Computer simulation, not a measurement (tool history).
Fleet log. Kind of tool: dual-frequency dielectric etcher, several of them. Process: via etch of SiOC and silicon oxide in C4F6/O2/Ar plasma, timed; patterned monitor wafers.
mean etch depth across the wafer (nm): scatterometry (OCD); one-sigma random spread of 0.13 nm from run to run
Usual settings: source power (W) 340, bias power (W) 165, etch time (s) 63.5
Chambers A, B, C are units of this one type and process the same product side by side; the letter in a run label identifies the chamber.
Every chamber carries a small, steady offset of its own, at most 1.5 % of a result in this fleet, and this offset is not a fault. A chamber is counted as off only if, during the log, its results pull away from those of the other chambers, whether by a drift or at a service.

run,hour,source power (W),bias power (W),etch time (s),"read-back reference wafer on the same gauge, depth_nm",mean etch depth across the wafer (nm)
1C,11.5,340,165,63.5,69.503,65.394
2B,22.3,340,165,63.5,69.471,66.285
3A,33.8,340,165,63.5,69.542,65.598
4B,41.1,340,165,63.5,69.484,66.284
5A,51.5,340,165,63.5,69.511,65.468
6C,60.8,340,165,63.5,69.505,65.156
7A,67,340,165,63.5,69.528,65.381
8C,80.9,380,204,63.5,69.489,73.261
9B,91.4,380,204,63.5,69.491,74.204
# hour 101.7: chamber A: wet clean of the chamber
10C,103.6,380,204,63.5,69.548,73.32
11B,114.8,340,165,63.5,69.491,66.383
# hour 123.1: chamber C: wet clean of the chamber
12A,125.2,340,165,63.5,69.526,65.497
13A,134.9,340,165,63.5,69.51,65.586
14B,145.8,340,165,63.5,69.49,66.313
15C,158,340,165,63.5,69.509,65.439
16C,168.3,340,165,63.5,69.524,65.458
17A,176.4,340,165,63.5,69.509,65.265
18B,189.4,340,165,63.5,69.53,66.508
19A,201.1,340,165,63.5,69.491,65.6
20C,207.3,340,165,63.5,69.529,65.305
21B,214.4,340,165,63.5,69.526,66.489
# hour 216.5: chamber B: wet clean of the chamber
22B,227.7,340,165,63.5,69.5,66.638
23C,235.8,360,165,47,69.509,49.578
24A,244,360,165,47,69.496,49.757
25A,255.4,360,165,47,69.508,49.582
26B,268.4,340,165,63.5,69.461,66.966
27C,278,340,165,63.5,69.528,65.184
28C,289.3,340,165,63.5,69.496,65.541
29A,300.3,340,165,63.5,69.503,65.233
30B,307.6,340,165,63.5,69.505,67.035
31C,319,340,165,63.5,69.517,65.52
32B,330.5,340,165,50.5,69.477,53.336
33A,342.4,340,165,50.5,69.477,51.958
34B,355.4,340,165,50.5,69.533,53.364
35C,361.7,340,165,63.5,69.523,65.546
36A,372.6,270,165,47.5,69.524,44.824
37C,383.2,270,165,47.5,69.505,44.678
38B,395.7,270,165,47.5,69.475,46.173
39A,407.6,340,165,63.5,69.478,65.5
40C,418.5,340,165,63.5,69.49,65.391

Which is it: a chamber that has drifted or been left off by a service, a gauge drift common to all chambers, or only each chamber's usual small offset? If a chamber is off, name it and its likeliest cause.

Chamber B drifts away from the others.
Most likely cause: source power that arrives over what is set, % = 5.19.

Which of the 4 candidates below, each the usual settings with something changed and its results left as question marks, puts chamber B back in line with what the other chambers give on the usual settings?
Counts as in line when no further than this from what the other chambers average on the usual settings: mean etch depth across the wafer (nm) 0.52
41B-1,428.7,350,168,63.5,,?
41B-2,428.7,340,164,61.5,,?
41B-3,428.7,340,165,62.5,,?
41B-4,428.7,340,166,65.5,,?

Other chambers, usual settings, mean: mean etch depth across the wafer (nm) 65.468
run,mean etch depth across the wafer (nm)
41B-1,68.834
41B-2,65.421
41B-3,66.615
41B-4,69.948
The right change is 41B-2: it brings the chamber back within the allowed miss of the others.
